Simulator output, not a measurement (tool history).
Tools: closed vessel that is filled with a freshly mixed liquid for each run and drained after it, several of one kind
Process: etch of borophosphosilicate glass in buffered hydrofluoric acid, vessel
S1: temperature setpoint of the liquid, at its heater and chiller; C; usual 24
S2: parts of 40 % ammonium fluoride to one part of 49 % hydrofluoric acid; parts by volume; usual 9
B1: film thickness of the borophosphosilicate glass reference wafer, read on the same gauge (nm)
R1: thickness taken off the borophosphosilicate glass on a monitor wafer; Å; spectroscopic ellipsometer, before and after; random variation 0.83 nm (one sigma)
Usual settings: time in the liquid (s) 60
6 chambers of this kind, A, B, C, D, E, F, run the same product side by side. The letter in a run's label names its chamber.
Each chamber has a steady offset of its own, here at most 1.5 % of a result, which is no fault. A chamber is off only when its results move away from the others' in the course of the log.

run 1C day=0.162 | S1=24 S2=9 time_in_the_liquid_(s)=60 | B1=110.01 | R1=1134.1
run 2D day=0.383 | S1=24 S2=9 time_in_the_liquid_(s)=60 | B1=110.02 | R1=1129.1
run 3E day=0.654 | S1=24 S2=9 time_in_the_liquid_(s)=60 | B1=110 | R1=1151.2
run 4B day=0.933 | S1=24 S2=9 time_in_the_liquid_(s)=60 | B1=110.05 | R1=1126.4
run 5A day=1.167 | S1=24 S2=9 time_in_the_liquid_(s)=60 | B1=110 | R1=1121.1
run 6F day=1.321 | S1=24 S2=9 time_in_the_liquid_(s)=60 | B1=110.01 | R1=1109.6
run 7E day=1.496 | S1=24 S2=9 time_in_the_liquid_(s)=60 | B1=109.97 | R1=1155.2
run 8C day=1.629 | S1=24 S2=9 time_in_the_liquid_(s)=60 | B1=110.02 | R1=1114.4
run 9F day=1.825 | S1=24 S2=9 time_in_the_liquid_(s)=60 | B1=110.02 | R1=1113.7
run 10D day=2.042 | S1=24 S2=9 time_in_the_liquid_(s)=60 | B1=110.01 | R1=1122.2
run 11B day=2.283 | S1=24 S2=9 time_in_the_liquid_(s)=60 | B1=110.02 | R1=1111.2
run 12A day=2.492 | S1=24 S2=9 time_in_the_liquid_(s)=60 | B1=109.98 | R1=1139.1
run 13A day=2.696 | S1=24 S2=9 time_in_the_liquid_(s)=60 | B1=110.01 | R1=1123.9
run 14C day=2.825 | S1=24 S2=9 time_in_the_liquid_(s)=60 | B1=109.99 | R1=1123.9
run 15F day=3.092 | S1=24 S2=9 time_in_the_liquid_(s)=60 | B1=110.01 | R1=1106.5
run 16B day=3.242 | S1=24 S2=9 time_in_the_liquid_(s)=60 | B1=109.98 | R1=1099.3
run 17E day=3.362 | S1=24 S2=9 time_in_the_liquid_(s)=60 | B1=110.07 | R1=1146.3
run 18D day=3.554 | S1=24 S2=9 time_in_the_liquid_(s)=60 | B1=109.97 | R1=1123
run 19A day=3.767 | S1=24 S2=9 time_in_the_liquid_(s)=60 | B1=109.98 | R1=1126
-- day=3.917 chamber B: thermometer replaced
run 20F day=3.996 | S1=24 S2=9 time_in_the_liquid_(s)=60 | B1=110.08 | R1=1106.6
run 21E day=4.262 | S1=24 S2=9 time_in_the_liquid_(s)=60 | B1=110.02 | R1=1145.6
run 22B day=4.546 | S1=24 S2=9 time_in_the_liquid_(s)=60 | B1=110 | R1=1088.8
run 23D day=4.804 | S1=24 S2=9 time_in_the_liquid_(s)=60 | B1=110.04 | R1=1126.7
run 24C day=5.083 | S1=24 S2=9 time_in_the_liquid_(s)=60 | B1=109.93 | R1=1153.5
run 25B day=5.258 | S1=24 S2=10.5 time_in_the_liquid_(s)=90 | B1=110 | R1=1449.5
run 26F day=5.471 | S1=24 S2=10.5 time_in_the_liquid_(s)=90 | B1=110.01 | R1=1489.9
run 27A day=5.738 | S1=24 S2=10.5 time_in_the_liquid_(s)=90 | B1=110.04 | R1=1522.7
run 28D day=6.008 | S1=24 S2=10.5 time_in_the_liquid_(s)=90 | B1=110 | R1=1505.5
run 29E day=6.15 | S1=24 S2=10.5 time_in_the_liquid_(s)=90 | B1=110.03 | R1=1514.8
-- day=6.283 chamber E: hydrofluoric acid flow meter replaced
run 30C day=6.412 | S1=24 S2=10.5 time_in_the_liquid_(s)=90 | B1=109.96 | R1=1505.8
run 31F day=6.658 | S1=24 S2=9 time_in_the_liquid_(s)=60 | B1=110 | R1=1111.8
run 32D day=6.825 | S1=24 S2=9 time_in_the_liquid_(s)=60 | B1=109.99 | R1=1131.7
run 33C day=6.992 | S1=24 S2=9 time_in_the_liquid_(s)=60 | B1=110.04 | R1=1125.2
run 34A day=7.267 | S1=24 S2=11 time_in_the_liquid_(s)=45 | B1=110 | R1=713.63
run 35B day=7.438 | S1=24 S2=11 time_in_the_liquid_(s)=45 | B1=110.01 | R1=679.72
run 36E day=7.575 | S1=24 S2=11 time_in_the_liquid_(s)=45 | B1=110.01 | R1=733.75
run 37F day=7.783 | S1=24 S2=11 time_in_the_liquid_(s)=45 | B1=109.99 | R1=714.79
run 38E day=7.979 | S1=24 S2=11 time_in_the_liquid_(s)=45 | B1=110 | R1=717.78
run 39C day=8.104 | S1=24 S2=11 time_in_the_liquid_(s)=45 | B1=109.94 | R1=723.65

Is one chamber off against the others, does the gauge drift, or is nothing wrong? If a chamber is off, say which, and what the likeliest cause is.

Chamber B drifts away from the others.
Cause: hydrofluoric acid flow below the setpoint (%) = 5.97.

Here are 4 candidates for chamber B's next run, each the usual settings with a change, their results left as question marks. Which one brings its results back in line with what the others give on the usual settings?
In line means no further than this from the other chambers' mean on the usual settings: R1 29 Å
run 40B-1 day=8.308 | S1=25 S2=9 time_in_the_liquid_(s)=60 | R1=?
run 40B-2 day=8.308 | S1=22.5 S2=9 time_in_the_liquid_(s)=60 | R1=?
run 40B-3 day=8.308 | S1=24 S2=9.5 time_in_the_liquid_(s)=60 | R1=?
run 40B-4 day=8.308 | S1=24 S2=9 time_in_the_liquid_(s)=65 | R1=?

The other chambers' mean on the usual settings: R1 1126.3 Å
run=40B-1 R1=1137.4
run=40B-2 R1=995.98
run=40B-3 R1=1039.6
run=40B-4 R1=1169
40B-1 brings the chamber back in line.
